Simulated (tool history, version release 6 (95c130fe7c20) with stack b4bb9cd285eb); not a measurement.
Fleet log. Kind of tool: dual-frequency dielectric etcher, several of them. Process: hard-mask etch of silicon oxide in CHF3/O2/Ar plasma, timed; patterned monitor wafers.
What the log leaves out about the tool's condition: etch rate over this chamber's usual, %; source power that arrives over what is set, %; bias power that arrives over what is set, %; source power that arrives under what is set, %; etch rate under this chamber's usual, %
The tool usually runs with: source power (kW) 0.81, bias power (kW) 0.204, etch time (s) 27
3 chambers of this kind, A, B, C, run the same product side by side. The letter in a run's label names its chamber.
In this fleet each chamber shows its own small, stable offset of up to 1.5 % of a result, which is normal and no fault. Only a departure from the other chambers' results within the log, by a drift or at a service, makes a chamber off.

run   hour  source power (kW)  bias power (kW)  etch time (s)  hours since the last wet clean  hours since the last source power generator calibration  hours since the last bias power generator calibration  read-back reference wafer on the same gauge, depth_nm  mean etch depth across the wafer (angstrom)
 1A    6.9               0.81            0.204             27                             193                                                    283.1                                                 2204.9                                                   55.3                                       630.54
 2B   16.5               0.81            0.204             27                           373.5                                                    535.9                                                  829.9                                                 55.286                                       619.78
 3C   25.5               0.81            0.204             27                           356.7                                                   1358.4                                                 2472.7                                                 55.343                                       625.78
 4C   34.7               0.81            0.204             27                           365.9                                                   1367.6                                                 2481.9                                                 55.273                                       621.05
 5A   40.1               0.98            0.177             27                           226.2                                                    316.3                                                 2238.1                                                  55.36                                       652.49
 6B     46               0.98            0.177             27                             403                                                    565.4                                                  859.4                                                 55.335                                       634.86
 7C   52.3               0.98            0.177             27                           383.5                                                   1385.2                                                 2499.5                                                 55.271                                       637.28
 8A   57.2               0.81            0.204             27                           243.3                                                    333.4                                                 2255.2                                                 55.281                                       631.88
 9B   61.8               0.81            0.204             27                           418.8                                                    581.2                                                  875.2                                                 55.267                                       624.25
10C   71.8               0.81            0.204             27                             403                                                   1404.7                                                   2519                                                  55.33                                       623.48
11B   77.4               0.81            0.204             27                           434.4                                                    596.8                                                  890.8                                                 55.314                                       620.78
12A   86.4               0.81            0.204             27                           272.5                                                    362.6                                                 2284.4                                                 55.321                                       635.62
13C   95.8               0.81            0.204             27                             427                                                   1428.7                                                   2543                                                 55.328                                          618
14B  101.4               0.81            0.204             27                           458.4                                                    620.8                                                  914.8                                                 55.263                                       617.78
15A  108.8               0.81            0.204             27                           294.9                                                      385                                                 2306.8                                                 55.298                                       632.14
16A  113.9               0.81            0.204             27                             300                                                    390.1                                                 2311.9                                                 55.281                                        629.5
17B  121.8               0.81            0.204             27                           478.8                                                    641.2                                                  935.2                                                 55.296                                       618.37
18C  130.2               0.81            0.204             27                           461.4                                                   1463.1                                                 2577.4                                                 55.314                                       619.89
19C  135.8               0.81            0.204             27                             467                                                   1468.7                                                   2583                                                 55.269                                       614.54
20B  140.9               0.81            0.204             27                           497.9                                                    660.3                                                  954.3                                                 55.328                                       619.78
21A  148.6               0.81            0.204             27                           334.7                                                    424.8                                                 2346.6                                                 55.308                                       632.03
22B  157.3               0.81            0.204             27                           514.3                                                    676.7                                                  970.7                                                 55.296                                       617.65
23A  166.8               0.81            0.204             27                           352.9                                                      443                                                 2364.8                                                 55.367                                       631.99
24C  175.9               0.81            0.162             27                           507.1                                                   1508.8                                                 2623.1                                                 55.312                                       567.95
25A  181.8               0.81            0.162             27                           367.9                                                      458                                                 2379.8                                                 55.288                                       587.92
26C  186.3               0.81            0.162             27                           517.5                                                   1519.2                                                 2633.5                                                 55.313                                       569.46
27B  195.5               0.81            0.204             27                           552.5                                                    714.9                                                 1008.9                                                 55.314                                       619.06
28A  202.5               0.81            0.204             27                           388.6                                                    478.7                                                 2400.5                                                 55.338                                       630.08
29B  210.1               0.81            0.204             27                           567.1                                                    729.5                                                 1023.5                                                 55.268                                       615.48
30C  215.9               0.81            0.186             27                           547.1                                                   1548.8                                                 2663.1                                                 55.289                                       593.29
31C  221.4               0.81            0.186             27                           552.6                                                   1554.3                                                 2668.6                                                 55.285                                       590.92
32B  226.1               0.81            0.186             27                           583.1                                                    745.5                                                 1039.5                                                 55.361                                        598.8
33A  232.1               0.81            0.204             27                           418.2                                                    508.3                                                 2430.1                                                 55.358                                       629.25
34A  237.4               0.81            0.204             27                           423.5                                                    513.6                                                 2435.4                                                 55.245                                       632.84
35C  245.4               0.81            0.204             27                           576.6                                                   1578.3                                                 2692.6                                                 55.284                                       610.92
36B  252.3               0.81            0.204             27                           609.3                                                    771.7                                                 1065.7                                                 55.312                                       618.05
37B  261.5               0.95            0.165             27                           618.5                                                    780.9                                                 1074.9                                                 55.283                                       617.26
38A  266.8               0.95            0.165             27                           452.9                                                      543                                                 2464.8                                                 55.327                                       626.95
39C  273.2               0.95            0.165             27                           604.4                                                   1606.1                                                 2720.4                                                 55.257                                       602.06
40B  279.5               0.81            0.204           31.5                           636.5                                                    798.9                                                 1092.9                                                 55.351                                       724.26
41C  284.4               0.81            0.204           31.5                           615.6                                                   1617.3                                                 2731.6                                                 55.271                                       709.71
42A  292.6               0.81            0.204           31.5                           478.7                                                    568.8                                                 2490.6                                                 55.296                                       740.63

What goes on in this fleet: one chamber off, a drifting gauge, or nothing beyond the chambers' own small offsets? Name the chamber and the cause, if any.

Chamber C drifts away from the others.
Likeliest cause: etch rate under this chamber's usual, % = 2.64.

Which of the 4 candidates below, each the usual settings with something changed and its results left as question marks, puts chamber C back in line with what the other chambers give on the usual settings?
In line means no further than this from the other chambers' mean on the usual settings: mean etch depth across the wafer (angstrom) 8.2
43C-1  299.8               0.81            0.222             27                                                                                                                                                                                                                                                   ?
43C-2  299.8                0.8            0.202             27                                                                                                                                                                                                                                                   ?
43C-3  299.8               0.81            0.186             27                                                                                                                                                                                                                                                   ?
43C-4  299.8               0.81            0.207             27                                                                                                                                                                                                                                                   ?

Usual-settings mean across the other chambers: mean etch depth across the wafer (angstrom) 625.62
  run  mean etch depth across the wafer (angstrom)
43C-1                                       623.93
43C-2                                       601.08
43C-3                                       587.27
43C-4                                       609.02
43C-1 brings the chamber back in line.

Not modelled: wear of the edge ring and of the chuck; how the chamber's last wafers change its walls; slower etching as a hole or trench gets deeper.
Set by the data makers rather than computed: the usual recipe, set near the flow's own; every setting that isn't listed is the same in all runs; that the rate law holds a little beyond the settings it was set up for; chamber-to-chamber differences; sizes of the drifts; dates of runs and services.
